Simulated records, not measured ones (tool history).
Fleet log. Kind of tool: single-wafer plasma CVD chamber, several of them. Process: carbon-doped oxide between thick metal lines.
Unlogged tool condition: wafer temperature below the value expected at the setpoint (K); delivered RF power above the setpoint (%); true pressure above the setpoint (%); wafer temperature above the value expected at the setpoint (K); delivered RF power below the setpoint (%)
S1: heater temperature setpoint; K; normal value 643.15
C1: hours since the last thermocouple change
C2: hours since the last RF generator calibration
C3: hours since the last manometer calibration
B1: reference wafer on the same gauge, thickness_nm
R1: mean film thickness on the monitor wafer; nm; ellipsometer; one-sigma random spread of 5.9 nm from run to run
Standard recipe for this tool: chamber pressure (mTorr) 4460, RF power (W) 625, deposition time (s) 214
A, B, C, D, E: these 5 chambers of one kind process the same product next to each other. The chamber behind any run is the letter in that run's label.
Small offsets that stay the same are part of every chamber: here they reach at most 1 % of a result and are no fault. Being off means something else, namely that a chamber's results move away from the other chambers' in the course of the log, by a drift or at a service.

{"run": "1C", "day": 0.404, "S1": 643.15, "chamber pressure (mTorr)": 4460, "RF power (W)": 625, "deposition time (s)": 214, "C1": 2038.1, "C2": 703.1, "C3": 1693.1, "B1": 1050.0, "R1": 1147.9}
{"run": "2E", "day": 0.975, "S1": 643.15, "chamber pressure (mTorr)": 4460, "RF power (W)": 625, "deposition time (s)": 214, "C1": 253.1, "C2": 1226.2, "C3": 1550.4, "B1": 1050.4, "R1": 1158.8}
{"run": "3B", "day": 1.296, "S1": 643.15, "chamber pressure (mTorr)": 4460, "RF power (W)": 625, "deposition time (s)": 214, "C1": 1012.9, "C2": 750.4, "C3": 1664.1, "B1": 1049.1, "R1": 1154.2}
{"run": "4A", "day": 1.712, "S1": 643.15, "chamber pressure (mTorr)": 4460, "RF power (W)": 625, "deposition time (s)": 214, "C1": 1391.7, "C2": 1339.7, "C3": 2023.2, "B1": 1050.7, "R1": 1153.0}
{"run": "5D", "day": 1.996, "S1": 643.15, "chamber pressure (mTorr)": 4460, "RF power (W)": 625, "deposition time (s)": 214, "C1": 2970.3, "C2": 1324.4, "C3": 1681.0, "B1": 1050.5, "R1": 1170.1}
{"run": "6D", "day": 2.438, "S1": 643.15, "chamber pressure (mTorr)": 4460, "RF power (W)": 625, "deposition time (s)": 214, "C1": 2980.9, "C2": 1335.0, "C3": 1691.6, "B1": 1050.7, "R1": 1156.8}
{"day": 2.762, "done": "chamber D: thermocouple changed; heater temperature recalibrated"}
{"run": "7B", "day": 2.842, "S1": 643.15, "chamber pressure (mTorr)": 4460, "RF power (W)": 625, "deposition time (s)": 214, "C1": 1050.0, "C2": 787.5, "C3": 1701.2, "B1": 1049.1, "R1": 1162.4}
{"run": "8A", "day": 3.317, "S1": 643.15, "chamber pressure (mTorr)": 4040, "RF power (W)": 525, "deposition time (s)": 214, "C1": 1430.2, "C2": 1378.2, "C3": 2061.7, "B1": 1051.1, "R1": 1020.4}
{"run": "9C", "day": 3.858, "S1": 643.15, "chamber pressure (mTorr)": 4040, "RF power (W)": 525, "deposition time (s)": 214, "C1": 2121.0, "C2": 786.0, "C3": 1776.0, "B1": 1049.7, "R1": 1026.7}
{"run": "10E", "day": 4.112, "S1": 643.15, "chamber pressure (mTorr)": 4040, "RF power (W)": 525, "deposition time (s)": 214, "C1": 328.4, "C2": 1301.5, "C3": 1625.7, "B1": 1049.6, "R1": 1030.2}
{"run": "11C", "day": 4.508, "S1": 643.15, "chamber pressure (mTorr)": 4040, "RF power (W)": 525, "deposition time (s)": 214, "C1": 2136.6, "C2": 801.6, "C3": 1791.6, "B1": 1049.6, "R1": 1024.0}
{"day": 4.671, "done": "chamber B: RF generator calibrated"}
{"run": "12B", "day": 4.938, "S1": 643.15, "chamber pressure (mTorr)": 4040, "RF power (W)": 525, "deposition time (s)": 214, "C1": 1100.3, "C2": 6.4, "C3": 1751.5, "B1": 1049.9, "R1": 1037.8}
{"run": "13A", "day": 5.417, "S1": 643.15, "chamber pressure (mTorr)": 4460, "RF power (W)": 720, "deposition time (s)": 193, "C1": 1480.6, "C2": 1428.6, "C3": 2112.1, "B1": 1050.2, "R1": 1125.0}
{"run": "14E", "day": 5.779, "S1": 643.15, "chamber pressure (mTorr)": 4460, "RF power (W)": 720, "deposition time (s)": 193, "C1": 368.4, "C2": 1341.5, "C3": 1665.7, "B1": 1052.0, "R1": 1151.6}
{"day": 5.954, "done": "chamber C: capacitance manometer re-zeroed and calibrated"}
{"run": "15D", "day": 6.362, "S1": 643.15, "chamber pressure (mTorr)": 4460, "RF power (W)": 720, "deposition time (s)": 193, "C1": 86.4, "C2": 1429.2, "C3": 1785.8, "B1": 1051.3, "R1": 1145.5}
{"run": "16E", "day": 6.729, "S1": 643.15, "chamber pressure (mTorr)": 4460, "RF power (W)": 720, "deposition time (s)": 193, "C1": 391.2, "C2": 1364.3, "C3": 1688.5, "B1": 1049.4, "R1": 1141.6}
{"run": "17B", "day": 7.133, "S1": 643.15, "chamber pressure (mTorr)": 4460, "RF power (W)": 720, "deposition time (s)": 193, "C1": 1153.0, "C2": 59.1, "C3": 1804.2, "B1": 1049.9, "R1": 1137.8}
{"day": 7.162, "done": "chamber C: thermocouple changed; heater temperature recalibrated"}
{"run": "18A", "day": 7.396, "S1": 643.15, "chamber pressure (mTorr)": 4460, "RF power (W)": 625, "deposition time (s)": 214, "C1": 1528.1, "C2": 1476.1, "C3": 2159.6, "B1": 1049.9, "R1": 1154.0}
{"run": "19D", "day": 7.683, "S1": 643.15, "chamber pressure (mTorr)": 4460, "RF power (W)": 625, "deposition time (s)": 214, "C1": 118.1, "C2": 1460.9, "C3": 1817.5, "B1": 1050.6, "R1": 1152.0}
{"run": "20C", "day": 8.071, "S1": 633.15, "chamber pressure (mTorr)": 4460, "RF power (W)": 625, "deposition time (s)": 214, "C1": 21.8, "C2": 887.1, "C3": 50.9, "B1": 1050.4, "R1": 1179.5}
{"run": "21C", "day": 8.338, "S1": 633.15, "chamber pressure (mTorr)": 4460, "RF power (W)": 625, "deposition time (s)": 214, "C1": 28.2, "C2": 893.5, "C3": 57.3, "B1": 1049.6, "R1": 1184.0}
{"run": "22D", "day": 8.738, "S1": 633.15, "chamber pressure (mTorr)": 4460, "RF power (W)": 625, "deposition time (s)": 214, "C1": 143.4, "C2": 1486.2, "C3": 1842.8, "B1": 1051.3, "R1": 1196.0}
{"run": "23B", "day": 9.175, "S1": 633.15, "chamber pressure (mTorr)": 4460, "RF power (W)": 625, "deposition time (s)": 214, "C1": 1202.0, "C2": 108.1, "C3": 1853.2, "B1": 1050.7, "R1": 1198.0}
{"run": "24A", "day": 9.692, "S1": 633.15, "chamber pressure (mTorr)": 4460, "RF power (W)": 625, "deposition time (s)": 214, "C1": 1583.2, "C2": 1531.2, "C3": 2214.7, "B1": 1049.1, "R1": 1176.9}
{"run": "25E", "day": 10.167, "S1": 643.15, "chamber pressure (mTorr)": 4460, "RF power (W)": 625, "deposition time (s)": 214, "C1": 473.7, "C2": 1446.8, "C3": 1771.0, "B1": 1049.4, "R1": 1165.2}
{"day": 10.471, "done": "chamber C: RF generator calibrated"}
{"run": "26E", "day": 10.55, "S1": 643.15, "chamber pressure (mTorr)": 4460, "RF power (W)": 625, "deposition time (s)": 214, "C1": 482.9, "C2": 1456.0, "C3": 1780.2, "B1": 1051.1, "R1": 1154.3}
{"run": "27B", "day": 10.996, "S1": 643.15, "chamber pressure (mTorr)": 4460, "RF power (W)": 625, "deposition time (s)": 214, "C1": 1245.7, "C2": 151.8, "C3": 1896.9, "B1": 1051.1, "R1": 1161.6}
{"run": "28D", "day": 11.575, "S1": 643.15, "chamber pressure (mTorr)": 4460, "RF power (W)": 625, "deposition time (s)": 214, "C1": 211.5, "C2": 1554.3, "C3": 1910.9, "B1": 1050.1, "R1": 1165.2}
{"run": "29C", "day": 12.042, "S1": 643.15, "chamber pressure (mTorr)": 4460, "RF power (W)": 625, "deposition time (s)": 214, "C1": 117.1, "C2": 37.7, "C3": 146.2, "B1": 1051.4, "R1": 1159.6}
{"run": "30A", "day": 12.35, "S1": 643.15, "chamber pressure (mTorr)": 4460, "RF power (W)": 625, "deposition time (s)": 214, "C1": 1647.0, "C2": 1595.0, "C3": 2278.5, "B1": 1051.0, "R1": 1156.0}
{"run": "31E", "day": 12.933, "S1": 643.15, "chamber pressure (mTorr)": 4460, "RF power (W)": 625, "deposition time (s)": 214, "C1": 540.1, "C2": 1513.2, "C3": 1837.4, "B1": 1049.9, "R1": 1160.5}
{"run": "32D", "day": 13.342, "S1": 643.15, "chamber pressure (mTorr)": 4460, "RF power (W)": 625, "deposition time (s)": 214, "C1": 253.9, "C2": 1596.7, "C3": 1953.3, "B1": 1050.0, "R1": 1160.8}

Which is it: a chamber that has drifted or been left off by a service, a gauge drift common to all chambers, or only each chamber's usual small offset? If a chamber is off, name it and its likeliest cause.

Neither any chamber nor the gauge drifts; the chambers differ only by their own small, steady offsets.
